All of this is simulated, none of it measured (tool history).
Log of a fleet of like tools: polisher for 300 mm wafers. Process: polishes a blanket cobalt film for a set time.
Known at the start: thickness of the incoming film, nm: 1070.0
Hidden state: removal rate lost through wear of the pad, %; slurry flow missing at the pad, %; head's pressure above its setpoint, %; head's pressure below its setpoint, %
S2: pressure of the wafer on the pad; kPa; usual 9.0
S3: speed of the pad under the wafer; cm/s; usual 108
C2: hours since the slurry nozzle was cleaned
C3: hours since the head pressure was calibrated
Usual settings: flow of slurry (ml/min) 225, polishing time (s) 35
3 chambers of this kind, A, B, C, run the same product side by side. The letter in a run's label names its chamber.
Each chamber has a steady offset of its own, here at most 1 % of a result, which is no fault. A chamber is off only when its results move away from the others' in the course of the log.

run 1B hour=8.3 | flow_of_slurry_(ml/min)=225 S2=9.0 S3=108 polishing_time_(s)=35 | wafers_polished_on_this_pad=327 C2=19.6 C3=349.9 | film_removed_(Å)=1298.10
-- hour=10.1 chamber C: slurry nozzle cleaned
run 2A hour=16.2 | flow_of_slurry_(ml/min)=225 S2=9.0 S3=108 polishing_time_(s)=35 | wafers_polished_on_this_pad=407 C2=227.1 C3=124.5 | film_removed_(Å)=1325.70
run 3C hour=25.7 | flow_of_slurry_(ml/min)=225 S2=9.0 S3=108 polishing_time_(s)=35 | wafers_polished_on_this_pad=850 C2=15.6 C3=479.0 | film_removed_(Å)=1293.40
run 4A hour=35.5 | flow_of_slurry_(ml/min)=225 S2=9.0 S3=108 polishing_time_(s)=35 | wafers_polished_on_this_pad=593 C2=246.4 C3=143.8 | film_removed_(Å)=1312.50
run 5C hour=49.9 | flow_of_slurry_(ml/min)=225 S2=9.0 S3=108 polishing_time_(s)=35 | wafers_polished_on_this_pad=1084 C2=39.8 C3=503.2 | film_removed_(Å)=1312.10
run 6B hour=60.1 | flow_of_slurry_(ml/min)=225 S2=9.0 S3=108 polishing_time_(s)=35 | wafers_polished_on_this_pad=828 C2=71.4 C3=401.7 | film_removed_(Å)=1306.50
run 7C hour=71.9 | flow_of_slurry_(ml/min)=225 S2=9.0 S3=108 polishing_time_(s)=35 | wafers_polished_on_this_pad=1296 C2=61.8 C3=525.2 | film_removed_(Å)=1289.60
run 8A hour=79.4 | flow_of_slurry_(ml/min)=225 S2=9.0 S3=108 polishing_time_(s)=35 | wafers_polished_on_this_pad=1018 C2=290.3 C3=187.7 | film_removed_(Å)=1316.60
-- hour=86.6 chamber B: worn pad replaced by a new one
-- hour=87.4 chamber C: worn pad replaced by a new one
run 9B hour=92.8 | flow_of_slurry_(ml/min)=225 S2=9.0 S3=108 polishing_time_(s)=35 | wafers_polished_on_this_pad=60 C2=104.1 C3=434.4 | film_removed_(Å)=1313.50
run 10C hour=101.9 | flow_of_slurry_(ml/min)=225 S2=9.0 S3=108 polishing_time_(s)=35 | wafers_polished_on_this_pad=140 C2=91.8 C3=555.2 | film_removed_(Å)=1314.60
-- hour=105.4 chamber A: worn pad replaced by a new one
run 11A hour=109.4 | flow_of_slurry_(ml/min)=225 S2=9.0 S3=108 polishing_time_(s)=35 | wafers_polished_on_this_pad=39 C2=320.3 C3=217.7 | film_removed_(Å)=1300.90
run 12B hour=117.7 | flow_of_slurry_(ml/min)=225 S2=9.0 S3=108 polishing_time_(s)=35 | wafers_polished_on_this_pad=301 C2=129.0 C3=459.3 | film_removed_(Å)=1300.60
run 13A hour=131.0 | flow_of_slurry_(ml/min)=225 S2=9.0 S3=108 polishing_time_(s)=35 | wafers_polished_on_this_pad=248 C2=341.9 C3=239.3 | film_removed_(Å)=1314.70
run 14B hour=144.5 | flow_of_slurry_(ml/min)=225 S2=9.0 S3=108 polishing_time_(s)=35 | wafers_polished_on_this_pad=560 C2=155.8 C3=486.1 | film_removed_(Å)=1303.70
run 15C hour=158.7 | flow_of_slurry_(ml/min)=225 S2=9.0 S3=108 polishing_time_(s)=42 | wafers_polished_on_this_pad=689 C2=148.6 C3=612.0 | film_removed_(Å)=1556.40
run 16C hour=167.0 | flow_of_slurry_(ml/min)=225 S2=9.0 S3=108 polishing_time_(s)=42 | wafers_polished_on_this_pad=769 C2=156.9 C3=620.3 | film_removed_(Å)=1574.40
run 17A hour=176.2 | flow_of_slurry_(ml/min)=225 S2=9.0 S3=108 polishing_time_(s)=42 | wafers_polished_on_this_pad=685 C2=387.1 C3=284.5 | film_removed_(Å)=1552.50
run 18B hour=185.2 | flow_of_slurry_(ml/min)=225 S2=9.0 S3=108 polishing_time_(s)=35 | wafers_polished_on_this_pad=953 C2=196.5 C3=526.8 | film_removed_(Å)=1310.60
run 19B hour=198.1 | flow_of_slurry_(ml/min)=225 S2=9.0 S3=108 polishing_time_(s)=35 | wafers_polished_on_this_pad=1078 C2=209.4 C3=539.7 | film_removed_(Å)=1306.20
-- hour=206.0 chamber B: worn pad replaced by a new one
run 20A hour=211.1 | flow_of_slurry_(ml/min)=225 S2=9.0 S3=108 polishing_time_(s)=35 | wafers_polished_on_this_pad=1022 C2=422.0 C3=319.4 | film_removed_(Å)=1317.60
run 21C hour=223.7 | flow_of_slurry_(ml/min)=225 S2=9.0 S3=108 polishing_time_(s)=35 | wafers_polished_on_this_pad=1317 C2=213.6 C3=677.0 | film_removed_(Å)=1298.30
-- hour=225.8 chamber C: worn pad replaced by a new one
run 22A hour=231.9 | flow_of_slurry_(ml/min)=225 S2=9.0 S3=108 polishing_time_(s)=35 | wafers_polished_on_this_pad=1223 C2=442.8 C3=340.2 | film_removed_(Å)=1304.30
-- hour=235.7 chamber C: slurry nozzle cleaned
run 23C hour=245.1 | flow_of_slurry_(ml/min)=275 S2=9.0 S3=108 polishing_time_(s)=35 | wafers_polished_on_this_pad=186 C2=9.5 C3=698.4 | film_removed_(Å)=1327.00
-- hour=245.2 chamber A: worn pad replaced by a new one
run 24B hour=256.1 | flow_of_slurry_(ml/min)=275 S2=9.0 S3=108 polishing_time_(s)=35 | wafers_polished_on_this_pad=484 C2=267.4 C3=597.7 | film_removed_(Å)=1333.20
run 25C hour=262.5 | flow_of_slurry_(ml/min)=275 S2=9.0 S3=108 polishing_time_(s)=35 | wafers_polished_on_this_pad=355 C2=26.9 C3=715.8 | film_removed_(Å)=1320.20
run 26A hour=273.1 | flow_of_slurry_(ml/min)=225 S2=9.0 S3=108 polishing_time_(s)=35 | wafers_polished_on_this_pad=269 C2=484.0 C3=381.4 | film_removed_(Å)=1296.50
-- hour=283.8 chamber C: head pressure recalibrated
run 27B hour=286.3 | flow_of_slurry_(ml/min)=225 S2=9.0 S3=108 polishing_time_(s)=35 | wafers_polished_on_this_pad=776 C2=297.6 C3=627.9 | film_removed_(Å)=1316.90
-- hour=298.5 chamber B: slurry nozzle cleaned
run 28C hour=300.6 | flow_of_slurry_(ml/min)=225 S2=9.0 S3=108 polishing_time_(s)=35 | wafers_polished_on_this_pad=723 C2=65.0 C3=16.9 | film_removed_(Å)=1232.90
run 29B hour=308.8 | flow_of_slurry_(ml/min)=225 S2=9.0 S3=108 polishing_time_(s)=35 | wafers_polished_on_this_pad=994 C2=10.4 C3=650.4 | film_removed_(Å)=1314.00
run 30A hour=317.9 | flow_of_slurry_(ml/min)=225 S2=9.0 S3=108 polishing_time_(s)=35 | wafers_polished_on_this_pad=703 C2=528.8 C3=426.2 | film_removed_(Å)=1302.50
run 31A hour=328.3 | flow_of_slurry_(ml/min)=225 S2=9.0 S3=108 polishing_time_(s)=35 | wafers_polished_on_this_pad=803 C2=539.2 C3=436.6 | film_removed_(Å)=1314.40
run 32B hour=338.9 | flow_of_slurry_(ml/min)=225 S2=9.0 S3=108 polishing_time_(s)=35 | wafers_polished_on_this_pad=1285 C2=40.5 C3=680.5 | film_removed_(Å)=1297.20
-- hour=342.4 chamber B: worn pad replaced by a new one
-- hour=343.8 chamber A: slurry nozzle cleaned
run 33C hour=347.8 | flow_of_slurry_(ml/min)=225 S2=9.0 S3=108 polishing_time_(s)=35 | wafers_polished_on_this_pad=1179 C2=112.2 C3=64.1 | film_removed_(Å)=1224.80
-- hour=349.7 chamber C: worn pad replaced by a new one
run 34C hour=361.6 | flow_of_slurry_(ml/min)=225 S2=9.0 S3=108 polishing_time_(s)=35 | wafers_polished_on_this_pad=115 C2=126.0 C3=77.9 | film_removed_(Å)=1227.20
-- hour=370.6 chamber A: worn pad replaced by a new one
run 35B hour=371.0 | flow_of_slurry_(ml/min)=225 S2=9.0 S3=108 polishing_time_(s)=35 | wafers_polished_on_this_pad=276 C2=72.6 C3=712.6 | film_removed_(Å)=1321.20
run 36A hour=381.3 | flow_of_slurry_(ml/min)=225 S2=9.0 S3=108 polishing_time_(s)=35 | wafers_polished_on_this_pad=103 C2=37.5 C3=489.6 | film_removed_(Å)=1315.40
run 37B hour=390.1 | flow_of_slurry_(ml/min)=290 S2=9.0 S3=128 polishing_time_(s)=35 | wafers_polished_on_this_pad=461 C2=91.7 C3=731.7 | film_removed_(Å)=1593.70
run 38C hour=404.4 | flow_of_slurry_(ml/min)=290 S2=9.0 S3=128 polishing_time_(s)=35 | wafers_polished_on_this_pad=529 C2=168.8 C3=120.7 | film_removed_(Å)=1486.90
run 39A hour=415.9 | flow_of_slurry_(ml/min)=290 S2=9.0 S3=128 polishing_time_(s)=35 | wafers_polished_on_this_pad=438 C2=72.1 C3=524.2 | film_removed_(Å)=1606.50
run 40C hour=427.1 | flow_of_slurry_(ml/min)=225 S2=9.0 S3=108 polishing_time_(s)=35 | wafers_polished_on_this_pad=749 C2=191.5 C3=143.4 | film_removed_(Å)=1221.60
run 41B hour=434.1 | flow_of_slurry_(ml/min)=225 S2=9.0 S3=108 polishing_time_(s)=24 | wafers_polished_on_this_pad=886 C2=135.7 C3=775.7 | film_removed_(Å)=896.33
run 42A hour=443.7 | flow_of_slurry_(ml/min)=225 S2=9.0 S3=108 polishing_time_(s)=24 | wafers_polished_on_this_pad=706 C2=99.9 C3=552.0 | film_removed_(Å)=909.46
run 43C hour=452.4 | flow_of_slurry_(ml/min)=225 S2=9.0 S3=108 polishing_time_(s)=24 | wafers_polished_on_this_pad=993 C2=216.8 C3=168.7 | film_removed_(Å)=848.17
run 44B hour=463.3 | flow_of_slurry_(ml/min)=225 S2=9.0 S3=108 polishing_time_(s)=35 | wafers_polished_on_this_pad=1169 C2=164.9 C3=804.9 | film_removed_(Å)=1305.30

All 3 chambers run these settings next. Forecast each chamber's results:
run 45A hour=473.9 | flow_of_slurry_(ml/min)=225 S2=9.0 S3=108 polishing_time_(s)=35 | film_removed_(Å)=?
run 45B hour=473.9 | flow_of_slurry_(ml/min)=225 S2=9.0 S3=108 polishing_time_(s)=35 | film_removed_(Å)=?
run 45C hour=473.9 | flow_of_slurry_(ml/min)=225 S2=9.0 S3=108 polishing_time_(s)=35 | film_removed_(Å)=?

run=45A film_removed_(Å)=1309.30
run=45B film_removed_(Å)=1312.00
run=45C film_removed_(Å)=1216.90
